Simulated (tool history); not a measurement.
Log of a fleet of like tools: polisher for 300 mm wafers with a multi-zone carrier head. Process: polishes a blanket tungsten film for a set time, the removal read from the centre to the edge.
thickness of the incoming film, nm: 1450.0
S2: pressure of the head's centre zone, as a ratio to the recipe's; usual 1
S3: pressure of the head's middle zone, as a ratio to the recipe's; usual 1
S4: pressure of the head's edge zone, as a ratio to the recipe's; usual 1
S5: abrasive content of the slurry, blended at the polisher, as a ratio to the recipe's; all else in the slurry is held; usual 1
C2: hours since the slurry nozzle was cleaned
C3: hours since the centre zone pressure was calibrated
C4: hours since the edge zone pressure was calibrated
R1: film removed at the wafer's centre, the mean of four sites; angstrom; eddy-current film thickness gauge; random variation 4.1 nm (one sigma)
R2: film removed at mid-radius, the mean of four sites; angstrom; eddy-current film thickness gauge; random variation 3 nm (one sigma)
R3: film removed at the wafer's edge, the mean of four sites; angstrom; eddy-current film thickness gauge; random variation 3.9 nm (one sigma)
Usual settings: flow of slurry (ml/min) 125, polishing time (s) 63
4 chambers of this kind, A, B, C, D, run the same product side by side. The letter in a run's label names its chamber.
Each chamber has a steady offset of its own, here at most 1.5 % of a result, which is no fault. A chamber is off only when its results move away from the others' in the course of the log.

run 1B hour=7.8 | flow_of_slurry_(ml/min)=125 S2=1 S3=1 S4=1 S5=1 polishing_time_(s)=63 | wafers_polished_on_this_pad=165 C2=15.4 C3=322.6 C4=17.6 | R1=2761.7 R2=2797.1 R3=2753.2
-- hour=18.9 chamber A: worn pad replaced by a new one
run 2D hour=18.9 | flow_of_slurry_(ml/min)=125 S2=1 S3=1 S4=1 S5=1 polishing_time_(s)=63 | wafers_polished_on_this_pad=581 C2=20 C3=371 C4=771.1 | R1=2729.6 R2=2771.7 R3=2728.5
-- hour=23 chamber D: centre zone pressure recalibrated
run 3C hour=27.2 | flow_of_slurry_(ml/min)=125 S2=1 S3=1 S4=1 S5=1 polishing_time_(s)=63 | wafers_polished_on_this_pad=1299 C2=61.5 C3=162.7 C4=476.3 | R1=2839.6 R2=2783.8 R3=2818.1
-- hour=33.1 chamber B: centre zone pressure recalibrated
-- hour=37.8 chamber D: worn pad replaced by a new one
run 4A hour=40.9 | flow_of_slurry_(ml/min)=125 S2=1 S3=1 S4=1 S5=1 polishing_time_(s)=63 | wafers_polished_on_this_pad=228 C2=414.2 C3=342.9 C4=153.5 | R1=2822.7 R2=2889.2 R3=2784.7
-- hour=48.6 chamber C: worn pad replaced by a new one
run 5A hour=51.5 | flow_of_slurry_(ml/min)=125 S2=1 S3=1 S4=1 S5=1 polishing_time_(s)=63 | wafers_polished_on_this_pad=338 C2=424.8 C3=353.5 C4=164.1 | R1=2801.7 R2=2751.7 R3=2826.4
-- hour=64.6 chamber B: worn pad replaced by a new one
run 6B hour=68.2 | flow_of_slurry_(ml/min)=125 S2=1 S3=1 S4=1 S5=1 polishing_time_(s)=63 | wafers_polished_on_this_pad=38 C2=75.8 C3=35.1 C4=78 | R1=2793 R2=2818.7 R3=2781
run 7D hour=75.5 | flow_of_slurry_(ml/min)=125 S2=1 S3=1 S4=1 S5=1 polishing_time_(s)=63 | wafers_polished_on_this_pad=392 C2=76.6 C3=52.5 C4=827.7 | R1=2807.8 R2=2703.2 R3=2724.7
run 8C hour=84.7 | flow_of_slurry_(ml/min)=125 S2=1 S3=1 S4=1 S5=1 polishing_time_(s)=63 | wafers_polished_on_this_pad=374 C2=119 C3=220.2 C4=533.8 | R1=2709.8 R2=2781 R3=2796.3
-- hour=91.5 chamber A: worn pad replaced by a new one
run 9B hour=97.1 | flow_of_slurry_(ml/min)=125 S2=1 S3=1 S4=1 S5=1 polishing_time_(s)=63 | wafers_polished_on_this_pad=337 C2=104.7 C3=64 C4=106.9 | R1=2826.5 R2=2791.2 R3=2828.6
run 10A hour=110.5 | flow_of_slurry_(ml/min)=125 S2=1 S3=1 S4=1 S5=1 polishing_time_(s)=63 | wafers_polished_on_this_pad=197 C2=483.8 C3=412.5 C4=223.1 | R1=2867.6 R2=2808.1 R3=2828.3
run 11D hour=121.3 | flow_of_slurry_(ml/min)=125 S2=1 S3=1 S4=1 S5=1 polishing_time_(s)=63 | wafers_polished_on_this_pad=867 C2=122.4 C3=98.3 C4=873.5 | R1=2695.7 R2=2755.5 R3=2766.8
-- hour=122.5 chamber D: worn pad replaced by a new one
run 12C hour=137.6 | flow_of_slurry_(ml/min)=125 S2=1 S3=1 S4=1 S5=1 polishing_time_(s)=63 | wafers_polished_on_this_pad=923 C2=171.9 C3=273.1 C4=586.7 | R1=2759 R2=2692 R3=2748.2
run 13C hour=145.5 | flow_of_slurry_(ml/min)=125 S2=1 S3=1 S4=1 S5=1 polishing_time_(s)=63 | wafers_polished_on_this_pad=1005 C2=179.8 C3=281 C4=594.6 | R1=2721.4 R2=2691.6 R3=2688.5
-- hour=155.2 chamber B: worn pad replaced by a new one
run 14B hour=158.1 | flow_of_slurry_(ml/min)=125 S2=1 S3=1 S4=1 S5=1 polishing_time_(s)=63 | wafers_polished_on_this_pad=30 C2=165.7 C3=125 C4=167.9 | R1=2807.2 R2=2835.4 R3=2835
-- hour=167.5 chamber A: worn pad replaced by a new one
run 15D hour=174.2 | flow_of_slurry_(ml/min)=125 S2=1 S3=1 S4=1 S5=1 polishing_time_(s)=63 | wafers_polished_on_this_pad=537 C2=175.3 C3=151.2 C4=926.4 | R1=2712.7 R2=2731.8 R3=2741
-- hour=177.2 chamber D: edge zone pressure recalibrated
-- hour=184.7 chamber C: worn pad replaced by a new one
run 16A hour=187.8 | flow_of_slurry_(ml/min)=125 S2=1 S3=1 S4=1 S5=1 polishing_time_(s)=63 | wafers_polished_on_this_pad=211 C2=561.1 C3=489.8 C4=300.4 | R1=2821 R2=2834.9 R3=2854.6
-- hour=198.8 chamber A: centre zone pressure recalibrated
run 17A hour=201.5 | flow_of_slurry_(ml/min)=125 S2=1 S3=1 S4=1 S5=1 polishing_time_(s)=63 | wafers_polished_on_this_pad=353 C2=574.8 C3=2.7 C4=314.1 | R1=2794.2 R2=2786.8 R3=2746.1
run 18D hour=210 | flow_of_slurry_(ml/min)=125 S2=1 S3=1 S4=1 S5=1 polishing_time_(s)=63 | wafers_polished_on_this_pad=908 C2=211.1 C3=187 C4=32.9 | R1=2695.5 R2=2725.9 R3=2773.9
-- hour=212.1 chamber D: worn pad replaced by a new one
run 19C hour=219.1 | flow_of_slurry_(ml/min)=125 S2=1 S3=1 S4=1 S5=1 polishing_time_(s)=63 | wafers_polished_on_this_pad=357 C2=253.4 C3=354.6 C4=668.2 | R1=2630.3 R2=2636.4 R3=2646.3
-- hour=233.8 chamber B: worn pad replaced by a new one
run 20B hour=233.8 | flow_of_slurry_(ml/min)=125 S2=1 S3=0.94 S4=1 S5=1 polishing_time_(s)=63 | wafers_polished_on_this_pad=0 C2=241.4 C3=200.7 C4=243.6 | R1=2726 R2=2670.7 R3=2838.9
run 21B hour=244.1 | flow_of_slurry_(ml/min)=125 S2=1 S3=0.94 S4=1 S5=1 polishing_time_(s)=63 | wafers_polished_on_this_pad=107 C2=251.7 C3=211 C4=253.9 | R1=2865.7 R2=2620.8 R3=2815
-- hour=245.5 chamber A: worn pad replaced by a new one
run 22D hour=260.3 | flow_of_slurry_(ml/min)=125 S2=1 S3=0.94 S4=1 S5=1 polishing_time_(s)=63 | wafers_polished_on_this_pad=501 C2=261.4 C3=237.3 C4=83.2 | R1=2791.1 R2=2626.9 R3=2783.3
run 23A hour=273.3 | flow_of_slurry_(ml/min)=125 S2=1 S3=0.94 S4=1 S5=1 polishing_time_(s)=63 | wafers_polished_on_this_pad=289 C2=646.6 C3=74.5 C4=385.9 | R1=2845.7 R2=2649.2 R3=2769.4
-- hour=276.2 chamber B: slurry nozzle cleaned
run 24C hour=288 | flow_of_slurry_(ml/min)=125 S2=1 S3=1 S4=1 S5=1 polishing_time_(s)=63 | wafers_polished_on_this_pad=1072 C2=322.3 C3=423.5 C4=737.1 | R1=2546.2 R2=2539 R3=2667.7
-- hour=298.9 chamber D: worn pad replaced by a new one
run 25C hour=299.3 | flow_of_slurry_(ml/min)=125 S2=1 S3=1 S4=1 S5=1 polishing_time_(s)=63 | wafers_polished_on_this_pad=1189 C2=333.6 C3=434.8 C4=748.4 | R1=2548.3 R2=2559.2 R3=2677.6
-- hour=307.8 chamber B: worn pad replaced by a new one
run 26B hour=309.1 | flow_of_slurry_(ml/min)=125 S2=1 S3=1 S4=1 S5=1 polishing_time_(s)=63 | wafers_polished_on_this_pad=14 C2=33 C3=276 C4=318.9 | R1=2671.8 R2=2737.8 R3=2824.3
run 27A hour=320.4 | flow_of_slurry_(ml/min)=125 S2=1 S3=0.96 S4=1 S5=1 polishing_time_(s)=63 | wafers_polished_on_this_pad=778 C2=693.7 C3=121.6 C4=433 | R1=2779.5 R2=2693.9 R3=2820.3
-- hour=325 chamber C: worn pad replaced by a new one
-- hour=332 chamber A: worn pad replaced by a new one
run 28D hour=337.1 | flow_of_slurry_(ml/min)=125 S2=1 S3=0.96 S4=1 S5=1 polishing_time_(s)=63 | wafers_polished_on_this_pad=397 C2=338.2 C3=314.1 C4=160 | R1=2751.4 R2=2568.4 R3=2782.1
run 29C hour=351.2 | flow_of_slurry_(ml/min)=125 S2=1 S3=0.96 S4=1 S5=1 polishing_time_(s)=63 | wafers_polished_on_this_pad=272 C2=385.5 C3=486.7 C4=800.3 | R1=2485.8 R2=2395.9 R3=2617.7
run 30D hour=367.8 | flow_of_slurry_(ml/min)=125 S2=1 S3=0.96 S4=1 S5=1 polishing_time_(s)=63 | wafers_polished_on_this_pad=715 C2=368.9 C3=344.8 C4=190.7 | R1=2743.2 R2=2579.5 R3=2793.7
run 31A hour=382.1 | flow_of_slurry_(ml/min)=165 S2=0.93 S3=1 S4=1 S5=1 polishing_time_(s)=63 | wafers_polished_on_this_pad=520 C2=755.4 C3=183.3 C4=494.7 | R1=2770.4 R2=2961.7 R3=2922.7
-- hour=384.4 chamber D: worn pad replaced by a new one
-- hour=392 chamber B: worn pad replaced by a new one
run 32B hour=392.5 | flow_of_slurry_(ml/min)=165 S2=0.93 S3=1 S4=1 S5=1 polishing_time_(s)=63 | wafers_polished_on_this_pad=5 C2=116.4 C3=359.4 C4=402.3 | R1=2678 R2=2927.8 R3=2861.8
-- hour=394.9 chamber D: centre zone pressure recalibrated
run 33B hour=402.6 | flow_of_slurry_(ml/min)=165 S2=0.93 S3=1 S4=1 S5=1 polishing_time_(s)=63 | wafers_polished_on_this_pad=110 C2=126.5 C3=369.5 C4=412.4 | R1=2719.4 R2=2941.3 R3=2965.8
run 34D hour=417.1 | flow_of_slurry_(ml/min)=165 S2=0.93 S3=1 S4=1 S5=1 polishing_time_(s)=63 | wafers_polished_on_this_pad=339 C2=418.2 C3=22.3 C4=240 | R1=2726.7 R2=2946.9 R3=2839.4

All 4 chambers run these settings next. Forecast each chamber's results:
run 35A hour=429 | flow_of_slurry_(ml/min)=125 S2=1 S3=1 S4=1 S5=1 polishing_time_(s)=63 | R1=? R2=? R3=?
run 35B hour=429 | flow_of_slurry_(ml/min)=125 S2=1 S3=1 S4=1 S5=1 polishing_time_(s)=63 | R1=? R2=? R3=?
run 35C hour=429 | flow_of_slurry_(ml/min)=125 S2=1 S3=1 S4=1 S5=1 polishing_time_(s)=63 | R1=? R2=? R3=?
run 35D hour=429 | flow_of_slurry_(ml/min)=125 S2=1 S3=1 S4=1 S5=1 polishing_time_(s)=63 | R1=? R2=? R3=?

run=35A R1=2835.4 R2=2803.9 R3=2758.5
run=35B R1=2761 R2=2828.9 R3=2744.1
run=35C R1=2396.4 R2=2382.2 R3=2511.7
run=35D R1=2808.3 R2=2704.6 R3=2806

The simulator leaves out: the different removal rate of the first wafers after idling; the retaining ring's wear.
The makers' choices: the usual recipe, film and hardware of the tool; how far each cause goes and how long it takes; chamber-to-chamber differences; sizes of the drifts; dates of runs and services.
